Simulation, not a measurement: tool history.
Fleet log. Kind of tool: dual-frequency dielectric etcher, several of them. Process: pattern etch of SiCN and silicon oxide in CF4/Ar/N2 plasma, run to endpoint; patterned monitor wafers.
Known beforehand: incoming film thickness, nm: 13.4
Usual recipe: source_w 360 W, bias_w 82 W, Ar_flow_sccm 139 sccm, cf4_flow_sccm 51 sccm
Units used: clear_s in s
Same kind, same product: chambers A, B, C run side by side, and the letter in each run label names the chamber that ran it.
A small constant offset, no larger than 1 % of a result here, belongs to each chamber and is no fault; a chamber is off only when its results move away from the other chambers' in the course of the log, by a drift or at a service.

run   hour  source_w  bias_w  Ar_flow_sccm  cf4_flow_sccm  clear_s
 1A    4.3       360      82           139             51   19.805
 2B   10.6       360      82           139             51   19.980
 3C   16.6       360      82           139             51   20.070
 4C   22.0       360      82           139             51   19.901
 5B   26.5       360      82           139             51   19.997
 6A   30.7       360      82           139             51   19.972
 7A   34.7       360      67           139             51   21.452
 8C   40.3       360      67           139             51   21.636
 9B   46.9       360      67           139             51   21.672
10B   52.8       360      82           139             51   20.122
11A   59.0       360      82           139             51   20.008
12C   65.9       360      82           139             51   20.278
13B   70.1       360      82           139             51   20.131
14C   77.5       360      82           139             51   20.348
15A   84.7       360      82           139             51   20.017
16C   90.1       360      82           139             51   20.388
17B   97.6       360      82           139             51   19.940
18A  101.9       360      82           139             51   19.984
19B  109.3       360      82           139             51   20.054
20A  115.7       360      82           139             51   20.054
21C  119.9       360      82           139             51   20.706

Does one chamber stand apart from the rest, does the shared gauge drift, or is all well apart from small per-chamber offsets? Give the chamber and the most likely cause, where there is one.

Little by little, chamber C moves away from the other chambers.
What lies behind it: etch rate under this chamber's usual, % = 4.14.
The log might look much the same if the cause were instead: source power that arrives under what is set, %.

Here are 4 candidates for chamber C's next run, each the usual settings with a change, their results left as question marks. Which one brings its results back in line with what the others give on the usual settings?
In line here means within this much of the mean the other chambers give on the usual settings: clear_s 0.270 s
22C-1  125.7       360      99           139             51        ?
22C-2  125.7       360      82           177             51        ?
22C-3  125.7       330      82           141             50        ?
22C-4  125.7       380      82           139             51        ?

The mean the other chambers reach with the usual settings: clear_s 19.978 s
  run  clear_s
22C-1   19.369
22C-2   21.621
22C-3   22.569
22C-4   19.894
22C-4 is the one that brings the chamber's results back in line with the other chambers.
